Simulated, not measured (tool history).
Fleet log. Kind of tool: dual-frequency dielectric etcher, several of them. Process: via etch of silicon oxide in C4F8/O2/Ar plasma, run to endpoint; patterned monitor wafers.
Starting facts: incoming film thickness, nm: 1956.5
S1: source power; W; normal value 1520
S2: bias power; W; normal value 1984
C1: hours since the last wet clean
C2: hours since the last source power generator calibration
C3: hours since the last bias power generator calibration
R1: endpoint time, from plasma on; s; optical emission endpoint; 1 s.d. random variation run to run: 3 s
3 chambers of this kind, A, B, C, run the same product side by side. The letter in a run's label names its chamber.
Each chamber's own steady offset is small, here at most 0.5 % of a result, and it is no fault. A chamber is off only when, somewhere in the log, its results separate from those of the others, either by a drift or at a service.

At hour 2.2: chamber C: source power generator calibrated.
Run 1C, hour 7.3: usual settings; C1 561.8; C2 5.2; C3 3890.3. Result: R1 433.33 s.
Run 2B, hour 12.0: usual settings; C1 164.1; C2 1028.7; C3 1450.5. Result: R1 428.95 s.
Run 3A, hour 16.8: usual settings; C1 260.0; C2 1226.9; C3 2029.0. Result: R1 428.83 s.
Run 4C, hour 23.8: usual settings; C1 578.3; C2 21.7; C3 3906.8. Result: R1 426.93 s.
Run 5A, hour 28.2: usual settings; C1 271.4; C2 1238.3; C3 2040.4. Result: R1 429.90 s.
Run 6B, hour 37.0: usual settings; C1 189.1; C2 1053.7; C3 1475.5. Result: R1 434.90 s.
Run 7A, hour 42.1: usual settings; C1 285.3; C2 1252.2; C3 2054.3. Result: R1 432.59 s.
At hour 43.4: chamber C: wet clean of the chamber.
Run 8B, hour 50.3: usual settings; C1 202.4; C2 1067.0; C3 1488.8. Result: R1 430.61 s.
Run 9C, hour 56.0: usual settings; C1 12.6; C2 53.9; C3 3939.0. Result: R1 435.79 s.
Run 10B, hour 62.0: usual settings but S2 2446 W; C1 214.1; C2 1078.7; C3 1500.5. Result: R1 405.67 s.
Run 11A, hour 69.8: usual settings but S2 2446 W; C1 313.0; C2 1279.9; C3 2082.0. Result: R1 412.12 s.
Run 12C, hour 77.1: usual settings but S2 2446 W; C1 33.7; C2 75.0; C3 3960.1. Result: R1 407.49 s.
Run 13C, hour 83.1: usual settings; C1 39.7; C2 81.0; C3 3966.1. Result: R1 427.06 s.
Run 14B, hour 91.5: usual settings; C1 243.6; C2 1108.2; C3 1530.0. Result: R1 435.66 s.
Run 15A, hour 98.1: usual settings; C1 341.3; C2 1308.2; C3 2110.3. Result: R1 429.65 s.
Run 16B, hour 103.9: usual settings; C1 256.0; C2 1120.6; C3 1542.4. Result: R1 432.49 s.
Run 17C, hour 112.2: usual settings; C1 68.8; C2 110.1; C3 3995.2. Result: R1 430.90 s.
Run 18A, hour 117.6: usual settings; C1 360.8; C2 1327.7; C3 2129.8. Result: R1 428.03 s.
Run 19A, hour 123.8: usual settings; C1 367.0; C2 1333.9; C3 2136.0. Result: R1 425.32 s.
Run 20C, hour 129.2: usual settings; C1 85.8; C2 127.1; C3 4012.2. Result: R1 430.43 s.
Run 21B, hour 135.4: usual settings but S2 2154 W; C1 287.5; C2 1152.1; C3 1573.9. Result: R1 414.18 s.
Run 22A, hour 142.7: usual settings but S2 2154 W; C1 385.9; C2 1352.8; C3 2154.9. Result: R1 415.71 s.
Run 23C, hour 148.5: usual settings but S2 2154 W; C1 105.1; C2 146.4; C3 4031.5. Result: R1 420.80 s.
Run 24B, hour 156.1: usual settings; C1 308.2; C2 1172.8; C3 1594.6. Result: R1 430.68 s.
Run 25B, hour 164.5: usual settings; C1 316.6; C2 1181.2; C3 1603.0. Result: R1 432.52 s.
Run 26C, hour 170.7: usual settings; C1 127.3; C2 168.6; C3 4053.7. Result: R1 428.18 s.
At hour 171.0: chamber A: wet clean of the chamber.
Run 27A, hour 176.8: usual settings; C1 5.9; C2 1386.9; C3 2189.0. Result: R1 436.03 s.
Run 28C, hour 182.6: usual settings but S1 1180 W, S2 2363 W; C1 139.2; C2 180.5; C3 4065.6. Result: R1 449.88 s.
Run 29A, hour 186.5: usual settings but S1 1180 W, S2 2363 W; C1 15.6; C2 1396.6; C3 2198.7. Result: R1 449.13 s.
Run 30B, hour 195.4: usual settings but S1 1180 W, S2 2363 W; C1 347.5; C2 1212.1; C3 1633.9. Result: R1 452.82 s.
Run 31B, hour 199.4: usual settings but S1 1800 W; C1 351.5; C2 1216.1; C3 1637.9. Result: R1 403.65 s.
Run 32C, hour 206.2: usual settings but S1 1800 W; C1 162.8; C2 204.1; C3 4089.2. Result: R1 401.27 s.
Run 33A, hour 212.0: usual settings but S1 1800 W; C1 41.1; C2 1422.1; C3 2224.2. Result: R1 404.21 s.
Run 34B, hour 217.0: usual settings; C1 369.1; C2 1233.7; C3 1655.5. Result: R1 428.12 s.
Run 35A, hour 225.4: usual settings; C1 54.5; C2 1435.5; C3 2237.6. Result: R1 435.20 s.
Run 36C, hour 232.4: usual settings; C1 189.0; C2 230.3; C3 4115.4. Result: R1 428.14 s.
Run 37A, hour 239.2: usual settings; C1 68.3; C2 1449.3; C3 2251.4. Result: R1 426.73 s.
Run 38C, hour 245.5: usual settings; C1 202.1; C2 243.4; C3 4128.5. Result: R1 432.87 s.
Run 39B, hour 250.4: usual settings; C1 402.5; C2 1267.1; C3 1688.9. Result: R1 428.15 s.
Run 40B, hour 256.2: usual settings; C1 408.3; C2 1272.9; C3 1694.7. Result: R1 427.60 s.

Each of the 3 chambers runs these same settings next. Fill in every chamber's results:
Run 41A, hour 262.6: usual settings. Result: R1 ?.
Run 41B, hour 262.6: usual settings. Result: R1 ?.
Run 41C, hour 262.6: usual settings. Result: R1 ?.

run      R1
41A  426.48
41B  431.46
41C  430.28
